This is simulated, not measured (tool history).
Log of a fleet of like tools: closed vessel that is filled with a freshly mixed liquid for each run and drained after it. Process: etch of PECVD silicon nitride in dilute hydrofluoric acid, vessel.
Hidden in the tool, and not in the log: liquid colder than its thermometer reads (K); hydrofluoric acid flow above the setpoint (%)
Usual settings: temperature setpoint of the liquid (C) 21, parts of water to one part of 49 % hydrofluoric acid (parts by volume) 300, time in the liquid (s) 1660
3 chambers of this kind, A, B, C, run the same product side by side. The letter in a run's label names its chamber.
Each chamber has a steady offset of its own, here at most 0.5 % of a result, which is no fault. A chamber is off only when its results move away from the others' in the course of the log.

run,hour,temperature setpoint of the liquid (C),parts of water to one part of 49 % hydrofluoric acid (parts by volume),time in the liquid (s),hours since the thermometer was replaced,hours since the hydrofluoric acid flow meter was replaced,"read-back film thickness of the PECVD silicon nitride reference wafer, read on the same gauge (nm)",thickness taken off the PECVD silicon nitride on a monitor wafer (nm)
1A,2.7,21,300,1660,2067.5,31.3,120,8.0221
2C,7,21,300,1660,873.6,713,120.05,7.836
3B,12.2,21,300,1660,1181.1,2328.5,119.99,7.9261
4C,15.9,21,300,1660,882.5,721.9,120.01,7.9609
5A,19.2,21,300,1660,2084,47.8,119.99,7.9268
6B,23.9,21,300,1660,1192.8,2340.2,119.98,7.8765
7B,27.4,21,300,1660,1196.3,2343.7,120,7.9042
8C,31.8,21,300,1660,898.4,737.8,119.96,7.9232
9A,36.7,21,300,1660,2101.5,65.3,119.98,7.9323
10A,41.8,21,300,1660,2106.6,70.4,120.01,7.929
11C,44.6,21,300,1660,911.2,750.6,120.01,7.928
12B,48,23.5,300,2090,1216.9,2364.3,120.05,11.604
13C,51.8,23.5,300,2090,918.4,757.8,120,11.71
14A,56.9,23.5,300,2090,2121.7,85.5,119.98,11.79
15B,60.8,21,300,1660,1229.7,2377.1,120.03,7.9082
16A,65.3,21,300,1660,2130.1,93.9,120.03,7.8968
17C,68.6,21,300,1660,935.2,774.6,120.02,8.0395
18B,72.7,21,300,1660,1241.6,2389,120.01,7.9401
19C,76.9,21,300,1660,943.5,782.9,119.97,8.0132
20A,79.8,21,300,1660,2144.6,108.4,120.01,7.989
21B,83.6,21,300,1660,1252.5,2399.9,120,7.8979
22C,86,21,300,1660,952.6,792,120.02,8.0897
23B,88.7,21,300,1660,1257.6,2405,120,7.8929
24A,92.2,21,345,1660,2157,120.8,120.04,6.9468
25C,96.9,21,345,1660,963.5,802.9,119.97,7.035
26B,99.5,21,345,1660,1268.4,2415.8,119.98,6.9494
27A,104.3,21,300,1660,2169.1,132.9,120.01,7.9269
28B,108.2,21,300,1660,1277.1,2424.5,119.97,7.9131
29A,112.9,21,300,1660,2177.7,141.5,119.97,7.9503
30C,116.4,21,300,1660,983,822.4,120.02,8.1775

Is one chamber off against the others, does the gauge drift, or is nothing wrong? If a chamber is off, say which, and what the likeliest cause is.

Chamber C drifts away from the others.
Cause: hydrofluoric acid flow above the setpoint (%) = 3.67.
The log may not tell that from: liquid hotter than its thermometer reads (K).

Here are 4 candidates for chamber C's next run, each the usual settings with a change, their results left as question marks. Which one brings its results back in line with what the others give on the usual settings?
In line means no further than this from the other chambers' mean on the usual settings: thickness taken off the PECVD silicon nitride on a monitor wafer (nm) 0.12
31C-1,120.3,21,290,1730,,,,?
31C-2,120.3,20.5,310,1660,,,,?
31C-3,120.3,20.5,300,1660,,,,?
31C-4,120.3,21,295,1690,,,,?

The other chambers' mean on the usual settings: thickness taken off the PECVD silicon nitride on a monitor wafer (nm) 7.9252
run,thickness taken off the PECVD silicon nitride on a monitor wafer (nm)
31C-1,8.7987
31C-2,7.6574
31C-3,7.9069
31C-4,8.4521
31C-3 brings the chamber back in line.

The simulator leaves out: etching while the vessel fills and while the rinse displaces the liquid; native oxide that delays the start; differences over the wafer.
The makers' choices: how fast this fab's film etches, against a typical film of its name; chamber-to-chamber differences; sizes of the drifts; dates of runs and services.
